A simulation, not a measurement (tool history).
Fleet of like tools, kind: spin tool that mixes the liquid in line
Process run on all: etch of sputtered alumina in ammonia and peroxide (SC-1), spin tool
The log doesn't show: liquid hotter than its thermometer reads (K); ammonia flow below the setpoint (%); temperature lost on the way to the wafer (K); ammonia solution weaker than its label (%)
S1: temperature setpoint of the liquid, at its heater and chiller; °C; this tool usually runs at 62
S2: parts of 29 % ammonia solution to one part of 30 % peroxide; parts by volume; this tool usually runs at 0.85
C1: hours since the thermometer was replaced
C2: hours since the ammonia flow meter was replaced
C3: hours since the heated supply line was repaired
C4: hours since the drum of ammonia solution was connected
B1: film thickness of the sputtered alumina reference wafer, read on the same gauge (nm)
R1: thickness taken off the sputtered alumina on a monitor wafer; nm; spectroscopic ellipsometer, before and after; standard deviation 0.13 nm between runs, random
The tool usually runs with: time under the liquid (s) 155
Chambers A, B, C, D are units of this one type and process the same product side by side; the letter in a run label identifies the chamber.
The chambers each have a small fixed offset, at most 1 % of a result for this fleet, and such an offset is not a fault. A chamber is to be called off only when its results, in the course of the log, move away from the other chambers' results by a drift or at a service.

{"run": "1A", "hour": 4.2, "S1": 62, "S2": 0.85, "time under the liquid (s)": 155, "C1": 1100.7, "C2": 460.3, "C3": 1050.8, "C4": 312.2, "B1": 50.003, "R1": 18.607}
{"run": "2D", "hour": 11.4, "S1": 62, "S2": 0.85, "time under the liquid (s)": 155, "C1": 1581.3, "C2": 1162.8, "C3": 3325.5, "C4": 841.6, "B1": 49.982, "R1": 18.931}
{"run": "3C", "hour": 15.5, "S1": 62, "S2": 0.85, "time under the liquid (s)": 155, "C1": 1234.5, "C2": 514.1, "C3": 633.9, "C4": 759.7, "B1": 50.004, "R1": 18.358}
{"run": "4B", "hour": 22.6, "S1": 62, "S2": 0.85, "time under the liquid (s)": 155, "C1": 137.6, "C2": 2051.4, "C3": 572.2, "C4": 144.7, "B1": 49.983, "R1": 18.541}
{"run": "5B", "hour": 30.0, "S1": 62, "S2": 0.85, "time under the liquid (s)": 155, "C1": 145, "C2": 2058.8, "C3": 579.6, "C4": 152.1, "B1": 49.994, "R1": 18.991}
{"run": "6D", "hour": 35.9, "S1": 62, "S2": 0.85, "time under the liquid (s)": 155, "C1": 1605.8, "C2": 1187.3, "C3": 3350, "C4": 866.1, "B1": 49.996, "R1": 18.7}
{"run": "7A", "hour": 42.2, "S1": 62, "S2": 0.85, "time under the liquid (s)": 155, "C1": 1138.7, "C2": 498.3, "C3": 1088.8, "C4": 350.2, "B1": 50.016, "R1": 18.424}
{"run": "8C", "hour": 48.1, "S1": 57, "S2": 0.85, "time under the liquid (s)": 155, "C1": 1267.1, "C2": 546.7, "C3": 666.5, "C4": 792.3, "B1": 50.002, "R1": 14.404}
{"run": "9B", "hour": 53.7, "S1": 57, "S2": 0.85, "time under the liquid (s)": 155, "C1": 168.7, "C2": 2082.5, "C3": 603.3, "C4": 175.8, "B1": 50.028, "R1": 14.507}
{"run": "10D", "hour": 60.9, "S1": 57, "S2": 0.85, "time under the liquid (s)": 155, "C1": 1630.8, "C2": 1212.3, "C3": 3375, "C4": 891.1, "B1": 50.027, "R1": 14.546}
{"run": "11A", "hour": 68.3, "S1": 57, "S2": 0.85, "time under the liquid (s)": 155, "C1": 1164.8, "C2": 524.4, "C3": 1114.9, "C4": 376.3, "B1": 50.007, "R1": 14.166}
{"run": "12C", "hour": 75.8, "S1": 62, "S2": 0.85, "time under the liquid (s)": 155, "C1": 1294.8, "C2": 574.4, "C3": 694.2, "C4": 820, "B1": 49.991, "R1": 18.659}
{"run": "13A", "hour": 80.4, "S1": 62, "S2": 0.85, "time under the liquid (s)": 155, "C1": 1176.9, "C2": 536.5, "C3": 1127, "C4": 388.4, "B1": 50.004, "R1": 17.967}
{"run": "14D", "hour": 87.1, "S1": 62, "S2": 0.85, "time under the liquid (s)": 155, "C1": 1657, "C2": 1238.5, "C3": 3401.2, "C4": 917.3, "B1": 49.994, "R1": 18.694}
{"run": "15C", "hour": 90.7, "S1": 62, "S2": 0.85, "time under the liquid (s)": 155, "C1": 1309.7, "C2": 589.3, "C3": 709.1, "C4": 834.9, "B1": 49.974, "R1": 18.671}
{"run": "16B", "hour": 96.6, "S1": 62, "S2": 0.85, "time under the liquid (s)": 155, "C1": 211.6, "C2": 2125.4, "C3": 646.2, "C4": 218.7, "B1": 49.982, "R1": 18.74}
{"run": "17D", "hour": 103.0, "S1": 62, "S2": 0.85, "time under the liquid (s)": 155, "C1": 1672.9, "C2": 1254.4, "C3": 3417.1, "C4": 933.2, "B1": 49.985, "R1": 18.71}
{"run": "18B", "hour": 110.0, "S1": 62, "S2": 0.85, "time under the liquid (s)": 155, "C1": 225, "C2": 2138.8, "C3": 659.6, "C4": 232.1, "B1": 49.99, "R1": 18.727}
{"run": "19A", "hour": 117.1, "S1": 55.5, "S2": 0.85, "time under the liquid (s)": 155, "C1": 1213.6, "C2": 573.2, "C3": 1163.7, "C4": 425.1, "B1": 50.021, "R1": 12.752}
{"hour": 117.9, "done": "chamber B: ammonia flow meter replaced"}
{"run": "20C", "hour": 124.0, "S1": 55.5, "S2": 0.85, "time under the liquid (s)": 155, "C1": 1343, "C2": 622.6, "C3": 742.4, "C4": 868.2, "B1": 50.026, "R1": 13.372}
{"run": "21C", "hour": 128.5, "S1": 55.5, "S2": 0.85, "time under the liquid (s)": 155, "C1": 1347.5, "C2": 627.1, "C3": 746.9, "C4": 872.7, "B1": 49.98, "R1": 13.425}
{"run": "22D", "hour": 133.6, "S1": 55.5, "S2": 0.85, "time under the liquid (s)": 155, "C1": 1703.5, "C2": 1285, "C3": 3447.7, "C4": 963.8, "B1": 50.001, "R1": 13.334}
{"run": "23A", "hour": 138.4, "S1": 62, "S2": 0.85, "time under the liquid (s)": 155, "C1": 1234.9, "C2": 594.5, "C3": 1185, "C4": 446.4, "B1": 49.994, "R1": 17.842}
{"run": "24B", "hour": 143.4, "S1": 62, "S2": 1.05, "time under the liquid (s)": 155, "C1": 258.4, "C2": 25.6, "C3": 693, "C4": 265.5, "B1": 49.99, "R1": 19.125}
{"run": "25C", "hour": 149.0, "S1": 62, "S2": 1.05, "time under the liquid (s)": 155, "C1": 1368, "C2": 647.6, "C3": 767.4, "C4": 893.2, "B1": 50.001, "R1": 19.016}
{"run": "26B", "hour": 154.5, "S1": 62, "S2": 1.05, "time under the liquid (s)": 155, "C1": 269.5, "C2": 36.7, "C3": 704.1, "C4": 276.6, "B1": 50.035, "R1": 19.212}
{"run": "27D", "hour": 159.2, "S1": 62, "S2": 1.05, "time under the liquid (s)": 155, "C1": 1729.1, "C2": 1310.6, "C3": 3473.3, "C4": 989.4, "B1": 49.992, "R1": 19.143}
{"run": "28A", "hour": 166.0, "S1": 62, "S2": 1.05, "time under the liquid (s)": 120, "C1": 1262.5, "C2": 622.1, "C3": 1212.6, "C4": 474, "B1": 50.002, "R1": 13.809}

For the next run the whole fleet of 4 chambers uses the same settings. Give each chamber's results:
{"run": "29A", "hour": 171.5, "S1": 62, "S2": 0.85, "time under the liquid (s)": 155, "R1": "?"}
{"run": "29B", "hour": 171.5, "S1": 62, "S2": 0.85, "time under the liquid (s)": 155, "R1": "?"}
{"run": "29C", "hour": 171.5, "S1": 62, "S2": 0.85, "time under the liquid (s)": 155, "R1": "?"}
{"run": "29D", "hour": 171.5, "S1": 62, "S2": 0.85, "time under the liquid (s)": 155, "R1": "?"}

run=29A R1=17.298
run=29B R1=18.666
run=29C R1=18.788
run=29D R1=18.677
